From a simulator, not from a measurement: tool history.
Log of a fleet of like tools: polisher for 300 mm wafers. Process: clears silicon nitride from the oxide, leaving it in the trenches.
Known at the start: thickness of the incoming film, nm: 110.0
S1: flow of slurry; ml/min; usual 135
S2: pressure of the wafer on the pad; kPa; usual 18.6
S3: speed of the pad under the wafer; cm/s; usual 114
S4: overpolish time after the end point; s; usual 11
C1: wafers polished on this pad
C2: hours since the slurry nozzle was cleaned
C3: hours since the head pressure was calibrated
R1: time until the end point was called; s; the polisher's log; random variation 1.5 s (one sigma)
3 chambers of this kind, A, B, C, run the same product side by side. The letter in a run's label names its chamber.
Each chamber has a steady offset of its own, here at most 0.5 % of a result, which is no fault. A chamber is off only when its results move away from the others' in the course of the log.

run	hour	S1	S2	S3	S4	C1	C2	C3	R1
1B	6.0	135	18.6	114	11	184	93.4	531.2	134.73
2C	13.5	135	18.6	114	11	208	290.4	222.8	133.25
3A	20.3	135	18.6	114	11	220	250.7	548.1	134.18
4C	24.4	135	18.6	114	11	302	301.3	233.7	134.25
5A	31.5	135	18.6	114	11	316	261.9	559.3	136.16
6B	37.9	135	18.6	114	7	456	125.3	563.1	134.34
# hour 43.4: chamber B: worn pad replaced by a new one
7A	43.8	135	18.6	114	7	421	274.2	571.6	135.66
8B	49.4	135	18.6	114	7	51	136.8	574.6	133.46
9C	53.8	135	18.6	114	11	553	330.7	263.1	131.91
# hour 54.3: chamber A: worn pad replaced by a new one
# hour 59.6: chamber C: worn pad replaced by a new one
10A	61.8	135	18.6	114	11	64	292.2	589.6	140.67
11C	67.9	135	18.6	88	11	71	344.8	277.2	170.82
12B	72.8	135	18.6	88	11	251	160.2	598.0	172.10
13A	79.5	135	18.6	88	11	215	309.9	607.3	183.18
14C	84.1	135	18.6	114	11	209	361.0	293.4	132.32
# hour 88.8: chamber B: head pressure recalibrated
15B	91.5	135	18.6	114	11	410	178.9	2.7	133.51
16A	97.7	135	18.6	114	11	370	328.1	625.5	143.07
# hour 100.0: chamber A: head pressure recalibrated
17C	101.5	135	18.6	114	11	358	378.4	310.8	132.46
18B	106.3	135	18.6	114	11	537	193.7	17.5	132.78
# hour 107.9: chamber B: worn pad replaced by a new one
19C	109.8	135	18.6	114	11	429	386.7	319.1	134.01
20A	115.0	135	18.6	114	11	518	345.4	15.1	146.41
21B	120.0	135	18.6	114	11	104	207.4	31.2	136.79
# hour 122.9: chamber A: worn pad replaced by a new one
22A	127.1	135	18.6	114	11	35	357.5	27.2	148.37
# hour 128.1: chamber C: worn pad replaced by a new one
# hour 131.8: chamber C: slurry nozzle cleaned
23C	133.4	135	18.6	86	11	45	1.6	342.7	174.28
24B	140.1	135	18.6	86	11	275	227.5	51.3	179.43
25B	145.2	135	18.6	86	11	319	232.6	56.4	179.05

What goes on in this fleet: one chamber off, a drifting gauge, or nothing beyond the chambers' own small offsets? Name the chamber and the cause, if any.

Chamber A drifts away from the others.
Cause: slurry flow missing at the pad, % = 41.8.

Here are 4 candidates for chamber A's next run, each the usual settings with a change, their results left as question marks. Which one brings its results back in line with what the others give on the usual settings?
In line means no further than this from the other chambers' mean on the usual settings: R1 5.30 s
26A-1	151.0	130	18.6	100	11				?
26A-2	151.0	165	18.6	114	11				?
26A-3	151.0	140	18.6	128	11				?
26A-4	151.0	135	17.9	110	11				?

The other chambers' mean on the usual settings: R1 133.45 s
run	R1
26A-1	175.92
26A-2	143.57
26A-3	133.76
26A-4	163.81
26A-3 brings the chamber back in line.

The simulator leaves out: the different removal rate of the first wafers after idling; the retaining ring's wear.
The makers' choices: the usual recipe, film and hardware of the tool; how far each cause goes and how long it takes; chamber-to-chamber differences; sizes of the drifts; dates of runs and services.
